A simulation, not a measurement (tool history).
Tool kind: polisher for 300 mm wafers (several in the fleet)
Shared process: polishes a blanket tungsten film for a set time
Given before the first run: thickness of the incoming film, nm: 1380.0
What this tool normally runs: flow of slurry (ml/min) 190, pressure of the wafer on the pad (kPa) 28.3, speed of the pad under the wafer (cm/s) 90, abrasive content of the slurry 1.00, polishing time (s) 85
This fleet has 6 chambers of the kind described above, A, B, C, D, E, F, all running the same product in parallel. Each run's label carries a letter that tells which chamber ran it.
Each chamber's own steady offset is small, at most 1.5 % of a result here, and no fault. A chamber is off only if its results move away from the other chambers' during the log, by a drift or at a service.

run	day	flow of slurry (ml/min)	pressure of the wafer on the pad (kPa)	speed of the pad under the wafer (cm/s)	abrasive content of the slurry	polishing time (s)	film removed (angstrom)
1C	0.296	190	28.3	90	1.00	85	4696.0
# day 0.342: chamber E: worn pad replaced by a new one
# day 0.671: chamber F: worn pad replaced by a new one
2A	0.717	190	28.3	90	1.00	85	4620.7
# day 0.750: chamber C: slurry blender recalibrated
# day 0.796: chamber C: slurry nozzle cleaned
# day 0.988: chamber D: worn pad replaced by a new one
3D	1.058	190	28.3	90	1.00	85	4491.8
4B	1.412	190	28.3	90	1.00	85	4563.1
# day 1.450: chamber E: slurry blender recalibrated
# day 1.829: chamber C: worn pad replaced by a new one
5E	1.996	190	28.3	90	1.00	85	4633.5
6F	2.375	190	28.3	106	0.75	85	5168.9
# day 2.417: chamber D: slurry nozzle cleaned
# day 2.525: chamber B: slurry nozzle cleaned
# day 2.754: chamber B: worn pad replaced by a new one
7F	2.771	190	28.3	106	0.75	85	5078.4
# day 2.908: chamber A: worn pad replaced by a new one
# day 2.925: chamber A: slurry tank refilled with fresh slurry and peroxide
# day 3.208: chamber B: slurry tank refilled with fresh slurry and peroxide
8C	3.217	190	28.3	106	0.75	85	5251.6
# day 3.412: chamber C: slurry tank refilled with fresh slurry and peroxide
# day 3.700: chamber F: worn pad replaced by a new one
# day 3.888: chamber D: worn pad replaced by a new one
9B	3.888	190	28.3	106	0.75	85	5079.7
# day 3.975: chamber E: worn pad replaced by a new one
10D	4.521	190	28.3	106	0.75	85	5086.7
# day 4.550: chamber F: slurry nozzle cleaned
11A	4.850	190	28.3	106	0.75	85	5197.0
12E	5.225	190	28.3	90	1.00	85	4448.0
# day 5.471: chamber D: slurry tank refilled with fresh slurry and peroxide
13B	5.517	190	28.3	90	1.00	85	4710.2
# day 5.558: chamber F: slurry blender recalibrated
# day 5.812: chamber E: slurry blender recalibrated
14F	5.821	190	28.3	90	1.00	85	4705.7
# day 5.921: chamber B: worn pad replaced by a new one
# day 6.021: chamber E: slurry tank refilled with fresh slurry and peroxide
# day 6.162: chamber B: slurry blender recalibrated
# day 6.196: chamber C: worn pad replaced by a new one
# day 6.283: chamber A: worn pad replaced by a new one
# day 6.392: chamber F: slurry tank refilled with fresh slurry and peroxide
15D	6.421	190	28.3	90	1.00	85	4544.2
# day 6.771: chamber A: slurry blender recalibrated
# day 6.858: chamber B: slurry tank refilled with fresh slurry and peroxide
# day 6.917: chamber A: head pressure recalibrated
# day 6.921: chamber D: worn pad replaced by a new one
16E	6.979	190	28.3	90	1.00	85	4573.5
# day 7.192: chamber F: worn pad replaced by a new one
17C	7.388	190	28.3	90	1.00	85	4640.9
# day 7.538: chamber E: worn pad replaced by a new one
18A	7.738	190	28.3	90	1.00	85	4720.0
# day 8.171: chamber C: slurry tank refilled with fresh slurry and peroxide
19B	8.383	190	28.3	90	1.00	85	4434.1
# day 8.654: chamber A: slurry tank refilled with fresh slurry and peroxide
20D	8.683	190	28.3	90	1.00	85	4453.0
# day 8.829: chamber B: worn pad replaced by a new one
21E	9.358	190	34.5	90	1.00	85	5365.0
# day 9.462: chamber A: worn pad replaced by a new one
22F	9.883	190	34.5	90	1.00	85	5787.6
# day 9.958: chamber D: worn pad replaced by a new one
# day 10.021: chamber F: worn pad replaced by a new one
# day 10.404: chamber D: slurry blender recalibrated
23A	10.471	190	34.5	90	1.00	85	5693.7
# day 10.721: chamber C: worn pad replaced by a new one
# day 10.750: chamber E: slurry blender recalibrated
# day 11.092: chamber E: worn pad replaced by a new one
24C	11.121	190	34.5	90	1.00	85	5344.4
# day 11.371: chamber B: slurry tank refilled with fresh slurry and peroxide
25E	11.421	190	34.5	90	1.00	85	5574.5
# day 11.642: chamber A: slurry nozzle cleaned
# day 11.750: chamber B: worn pad replaced by a new one
26F	11.842	190	34.5	90	1.00	85	5792.9
# day 12.117: chamber D: slurry tank refilled with fresh slurry and peroxide
27A	12.138	190	28.3	90	1.00	85	4595.5
28C	12.796	190	28.3	90	1.00	85	4324.2
# day 12.983: chamber A: worn pad replaced by a new one
# day 13.088: chamber F: worn pad replaced by a new one
29B	13.088	190	28.3	90	1.00	85	4595.9
# day 13.100: chamber C: slurry tank refilled with fresh slurry and peroxide
# day 13.246: chamber F: slurry blender recalibrated
30D	13.488	190	28.3	90	1.00	85	4576.3
# day 13.512: chamber D: worn pad replaced by a new one
# day 13.817: chamber E: slurry tank refilled with fresh slurry and peroxide
# day 13.871: chamber E: worn pad replaced by a new one
31E	14.008	190	28.3	90	1.00	85	4585.4
# day 14.021: chamber C: slurry nozzle cleaned
# day 14.308: chamber F: slurry tank refilled with fresh slurry and peroxide
32F	14.442	190	28.3	90	1.00	85	4686.2
33D	14.779	190	28.3	90	1.00	85	4596.9
# day 14.812: chamber B: worn pad replaced by a new one
34C	15.075	190	28.3	90	1.25	85	4488.4
35B	15.362	190	28.3	90	1.25	85	4759.8
# day 15.588: chamber A: slurry tank refilled with fresh slurry and peroxide
36A	15.667	190	28.3	90	1.25	85	4769.1
37D	16.000	190	28.3	90	1.25	85	4784.5

Which is it: a chamber that has drifted or been left off by a service, a gauge drift common to all chambers, or only each chamber's usual small offset? If a chamber is off, name it and its likeliest cause.

Chamber C drifts away from the others.
Cause: head's pressure below its setpoint, % = 11.8.

Chamber C could run next with any of the 4 candidate recipes listed below; each alters the usual settings, and their results appear as question marks. Which one brings its results back in line with what the other chambers deliver on the usual settings?
Maximum distance from the other chambers' mean on the usual settings for a result to count as in line: film removed (angstrom) 230.0
38C-1	16.483	185	25.5	90	1.00	85	?
38C-2	16.483	190	29.0	90	1.00	85	?
38C-3	16.483	190	29.6	96	1.00	85	?
38C-4	16.483	190	28.3	90	1.00	84	?

Mean of the other chambers on the usual settings: film removed (angstrom) 4640.5
run	film removed (angstrom)
38C-1	3773.7
38C-2	4294.6
38C-3	4693.5
38C-4	4143.9
The right change is 38C-3: it brings the chamber back within the allowed miss of the others.
